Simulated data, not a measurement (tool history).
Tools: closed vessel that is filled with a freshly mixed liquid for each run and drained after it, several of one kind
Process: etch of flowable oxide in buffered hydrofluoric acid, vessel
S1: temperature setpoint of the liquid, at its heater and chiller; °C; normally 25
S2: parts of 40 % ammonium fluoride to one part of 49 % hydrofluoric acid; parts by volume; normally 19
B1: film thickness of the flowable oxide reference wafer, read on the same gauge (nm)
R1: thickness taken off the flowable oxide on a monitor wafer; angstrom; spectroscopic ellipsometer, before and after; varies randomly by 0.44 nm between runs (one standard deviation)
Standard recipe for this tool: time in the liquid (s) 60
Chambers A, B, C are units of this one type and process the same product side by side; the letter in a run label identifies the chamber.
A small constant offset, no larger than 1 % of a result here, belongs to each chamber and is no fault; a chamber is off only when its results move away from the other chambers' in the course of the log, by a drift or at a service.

run 1B hour=14.8 | S1=25 S2=19 time_in_the_liquid_(s)=60 | B1=110.01 | R1=597.95
run 2A hour=28.1 | S1=25 S2=19 time_in_the_liquid_(s)=60 | B1=110 | R1=607.27
run 3C hour=36.5 | S1=25 S2=19 time_in_the_liquid_(s)=60 | B1=110 | R1=600.15
run 4C hour=46 | S1=25 S2=19 time_in_the_liquid_(s)=60 | B1=110 | R1=608.58
run 5B hour=58.9 | S1=25 S2=19 time_in_the_liquid_(s)=60 | B1=110.01 | R1=608.79
run 6A hour=68.7 | S1=25 S2=19 time_in_the_liquid_(s)=60 | B1=110.02 | R1=590.67
run 7A hour=76.9 | S1=20.5 S2=19 time_in_the_liquid_(s)=60 | B1=110.01 | R1=465.74
run 8B hour=92.1 | S1=20.5 S2=19 time_in_the_liquid_(s)=60 | B1=110.03 | R1=469.82
run 9C hour=103.7 | S1=20.5 S2=19 time_in_the_liquid_(s)=60 | B1=110.05 | R1=474.24
run 10A hour=118.4 | S1=25 S2=19 time_in_the_liquid_(s)=60 | B1=109.98 | R1=608.36
run 11C hour=126.9 | S1=23.5 S2=19 time_in_the_liquid_(s)=60 | B1=110.02 | R1=551.68
run 12B hour=140.4 | S1=23.5 S2=19 time_in_the_liquid_(s)=60 | B1=110.02 | R1=556.37
run 13B hour=156.3 | S1=23.5 S2=19 time_in_the_liquid_(s)=60 | B1=110.03 | R1=561.39
run 14C hour=163.4 | S1=25 S2=19 time_in_the_liquid_(s)=60 | B1=110 | R1=610.26
run 15A hour=176.6 | S1=20.5 S2=26 time_in_the_liquid_(s)=60 | B1=110.01 | R1=375.36
run 16B hour=190.3 | S1=20.5 S2=26 time_in_the_liquid_(s)=60 | B1=109.98 | R1=371.53
run 17C hour=203.1 | S1=20.5 S2=26 time_in_the_liquid_(s)=60 | B1=109.97 | R1=379.76
run 18A hour=218.9 | S1=25 S2=19 time_in_the_liquid_(s)=60 | B1=109.98 | R1=601.3
run 19A hour=227.5 | S1=25 S2=19 time_in_the_liquid_(s)=60 | B1=110 | R1=594.85
run 20C hour=234.4 | S1=23 S2=19 time_in_the_liquid_(s)=60 | B1=109.98 | R1=559.29
run 21B hour=242.7 | S1=23 S2=19 time_in_the_liquid_(s)=60 | B1=110.02 | R1=544.68
run 22B hour=250.8 | S1=23 S2=19 time_in_the_liquid_(s)=60 | B1=110.01 | R1=539.49
run 23A hour=266.8 | S1=27 S2=19 time_in_the_liquid_(s)=85 | B1=109.98 | R1=946.76
run 24C hour=281.4 | S1=27 S2=19 time_in_the_liquid_(s)=85 | B1=109.98 | R1=999.82
run 25B hour=297.2 | S1=27 S2=19 time_in_the_liquid_(s)=85 | B1=110.01 | R1=956.39

Each of the 3 chambers runs these same settings next. Fill in every chamber's results:
run 26A hour=308.7 | S1=25 S2=19 time_in_the_liquid_(s)=60 | R1=?
run 26B hour=308.7 | S1=25 S2=19 time_in_the_liquid_(s)=60 | R1=?
run 26C hour=308.7 | S1=25 S2=19 time_in_the_liquid_(s)=60 | R1=?

run=26A R1=596.74
run=26B R1=600.53
run=26C R1=634.95
